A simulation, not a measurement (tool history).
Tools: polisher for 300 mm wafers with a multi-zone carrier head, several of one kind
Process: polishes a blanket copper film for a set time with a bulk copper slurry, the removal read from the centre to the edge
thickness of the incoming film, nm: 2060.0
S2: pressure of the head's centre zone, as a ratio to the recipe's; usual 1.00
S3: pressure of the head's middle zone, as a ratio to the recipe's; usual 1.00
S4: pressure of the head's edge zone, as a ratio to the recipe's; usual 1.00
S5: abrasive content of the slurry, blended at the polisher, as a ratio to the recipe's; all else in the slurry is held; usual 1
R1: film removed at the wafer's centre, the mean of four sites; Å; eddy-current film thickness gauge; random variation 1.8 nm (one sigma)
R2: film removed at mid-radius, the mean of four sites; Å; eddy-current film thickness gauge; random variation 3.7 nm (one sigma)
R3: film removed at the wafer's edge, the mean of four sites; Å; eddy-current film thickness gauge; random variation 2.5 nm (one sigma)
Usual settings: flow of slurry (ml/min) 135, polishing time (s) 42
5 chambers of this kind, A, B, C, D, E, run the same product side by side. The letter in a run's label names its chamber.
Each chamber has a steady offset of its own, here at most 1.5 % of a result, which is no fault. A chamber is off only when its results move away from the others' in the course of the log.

At hour 2.9: chamber E: slurry nozzle cleaned.
At hour 6.9: chamber C: slurry nozzle cleaned.
Run 1E, hour 8.1: usual settings. Result: R1 2630.8 Å, R2 2651.9 Å, R3 2672.7 Å.
At hour 14.3: chamber A: worn pad replaced by a new one.
Run 2A, hour 18.7: usual settings. Result: R1 2679.8 Å, R2 2669.8 Å, R3 2658.3 Å.
Run 3D, hour 26.9: usual settings. Result: R1 2619.8 Å, R2 2680.3 Å, R3 2580.9 Å.
Run 4B, hour 38.5: usual settings. Result: R1 2680.7 Å, R2 2725.2 Å, R3 2652.4 Å.
At hour 45.3: chamber B: edge zone pressure recalibrated.
Run 5C, hour 45.3: usual settings. Result: R1 2679.6 Å, R2 2623.2 Å, R3 2665.0 Å.
At hour 46.9: chamber E: worn pad replaced by a new one.
At hour 47.9: chamber D: worn pad replaced by a new one.
Run 6A, hour 56.2: usual settings. Result: R1 2647.6 Å, R2 2749.4 Å, R3 2607.4 Å.
Run 7C, hour 68.3: usual settings. Result: R1 2689.0 Å, R2 2575.3 Å, R3 2652.1 Å.
At hour 70.2: chamber A: slurry nozzle cleaned.
Run 8B, hour 81.4: usual settings but flow of slurry (ml/min) 115. Result: R1 2570.9 Å, R2 2506.2 Å, R3 2608.4 Å.
Run 9D, hour 92.3: usual settings but flow of slurry (ml/min) 115. Result: R1 2538.5 Å, R2 2553.8 Å, R3 2582.8 Å.
At hour 96.9: chamber B: worn pad replaced by a new one.
Run 10E, hour 98.6: usual settings but flow of slurry (ml/min) 115. Result: R1 2536.7 Å, R2 2608.7 Å, R3 2594.6 Å.
Run 11A, hour 106.1: usual settings but flow of slurry (ml/min) 115. Result: R1 2592.3 Å, R2 2528.6 Å, R3 2572.4 Å.
Run 12C, hour 113.5: usual settings but flow of slurry (ml/min) 115. Result: R1 2578.0 Å, R2 2538.0 Å, R3 2570.1 Å.
Run 13D, hour 126.3: usual settings. Result: R1 2641.5 Å, R2 2664.6 Å, R3 2634.9 Å.
Run 14E, hour 138.6: usual settings. Result: R1 2656.4 Å, R2 2667.5 Å, R3 2665.2 Å.
Run 15B, hour 146.2: usual settings. Result: R1 2683.0 Å, R2 2681.5 Å, R3 2657.9 Å.
Run 16C, hour 155.8: usual settings. Result: R1 2675.3 Å, R2 2648.2 Å, R3 2718.0 Å.
Run 17E, hour 168.2: usual settings but S3 0.95. Result: R1 2650.6 Å, R2 2518.1 Å, R3 2696.7 Å.
At hour 173.5: chamber C: edge zone pressure recalibrated.
Run 18A, hour 178.5: usual settings but S3 0.95. Result: R1 2640.1 Å, R2 2626.9 Å, R3 2635.4 Å.
At hour 179.3: chamber B: slurry nozzle cleaned.
Run 19D, hour 186.4: usual settings but S3 0.95. Result: R1 2635.4 Å, R2 2515.6 Å, R3 2607.2 Å.
At hour 194.7: chamber C: worn pad replaced by a new one.
At hour 198.6: chamber D: worn pad replaced by a new one.
Run 20B, hour 200.0: usual settings but S3 0.95. Result: R1 2682.2 Å, R2 2524.8 Å, R3 2667.7 Å.
At hour 202.3: chamber A: worn pad replaced by a new one.
At hour 205.9: chamber B: centre zone pressure recalibrated.
Run 21C, hour 207.0: usual settings but S3 0.95. Result: R1 2658.7 Å, R2 2498.2 Å, R3 2637.6 Å.
At hour 208.4: chamber E: worn pad replaced by a new one.
Run 22B, hour 221.3: usual settings but S2 1.08, S4 0.89. Result: R1 2912.7 Å, R2 2679.7 Å, R3 2516.6 Å.
Run 23D, hour 228.4: usual settings but S2 1.08, S4 0.89. Result: R1 2866.0 Å, R2 2672.2 Å, R3 2507.0 Å.
Run 24E, hour 239.1: usual settings but S2 1.08, S4 0.89. Result: R1 2867.9 Å, R2 2666.6 Å, R3 2531.6 Å.
Run 25A, hour 245.7: usual settings but S2 1.08, S4 0.89. Result: R1 2907.1 Å, R2 2753.6 Å, R3 2543.2 Å.
Run 26A, hour 256.6: usual settings but S2 1.08, S4 0.89. Result: R1 2899.6 Å, R2 2639.8 Å, R3 2498.4 Å.
Run 27B, hour 265.5: usual settings. Result: R1 2686.2 Å, R2 2684.0 Å, R3 2660.3 Å.
Run 28C, hour 275.2: usual settings. Result: R1 2678.1 Å, R2 2555.7 Å, R3 2624.4 Å.
At hour 281.9: chamber B: worn pad replaced by a new one.
Run 29D, hour 283.7: usual settings but polishing time (s) 52. Result: R1 3227.6 Å, R2 3274.6 Å, R3 3293.3 Å.
Run 30E, hour 293.3: usual settings but polishing time (s) 52. Result: R1 3270.9 Å, R2 3312.3 Å, R3 3253.4 Å.
Run 31C, hour 300.0: usual settings but polishing time (s) 52. Result: R1 3315.5 Å, R2 3355.9 Å, R3 3210.6 Å.
Run 32D, hour 313.2: usual settings but polishing time (s) 52. Result: R1 3291.8 Å, R2 3292.7 Å, R3 3269.1 Å.
Run 33E, hour 327.3: usual settings but polishing time (s) 52. Result: R1 3237.9 Å, R2 3279.8 Å, R3 3272.2 Å.
At hour 331.3: chamber E: slurry nozzle cleaned.
Run 34B, hour 340.3: usual settings. Result: R1 2685.6 Å, R2 2635.9 Å, R3 2657.7 Å.
At hour 342.6: chamber A: worn pad replaced by a new one.
Run 35A, hour 349.1: usual settings. Result: R1 2695.0 Å, R2 2656.1 Å, R3 2689.2 Å.
Run 36B, hour 362.5: usual settings. Result: R1 2700.1 Å, R2 2612.3 Å, R3 2646.4 Å.
At hour 371.3: chamber D: worn pad replaced by a new one.
Run 37E, hour 373.1: usual settings but flow of slurry (ml/min) 170, S3 1.04. Result: R1 2764.0 Å, R2 2874.3 Å, R3 2709.1 Å.
At hour 381.4: chamber C: slurry nozzle cleaned.
Run 38A, hour 385.5: usual settings but flow of slurry (ml/min) 170, S3 1.04. Result: R1 2822.3 Å, R2 2852.6 Å, R3 2736.8 Å.
At hour 389.8: chamber D: centre zone pressure recalibrated.
Run 39D, hour 398.4: usual settings but flow of slurry (ml/min) 170, S3 1.04. Result: R1 2780.3 Å, R2 2931.9 Å, R3 2717.1 Å.
At hour 404.1: chamber C: worn pad replaced by a new one.
Run 40C, hour 409.8: usual settings but flow of slurry (ml/min) 170, S3 1.04. Result: R1 2794.5 Å, R2 2738.2 Å, R3 2740.9 Å.
Run 41B, hour 420.4: usual settings but flow of slurry (ml/min) 170, S3 1.04. Result: R1 2822.8 Å, R2 2875.2 Å, R3 2743.9 Å.
Run 42A, hour 428.6: usual settings. Result: R1 2690.5 Å, R2 2690.0 Å, R3 2614.3 Å.

Is one chamber off against the others, does the gauge drift, or is nothing wrong? If a chamber is off, say which, and what the likeliest cause is.

No chamber stands off beyond its own small offset, and the gauge holds steady.
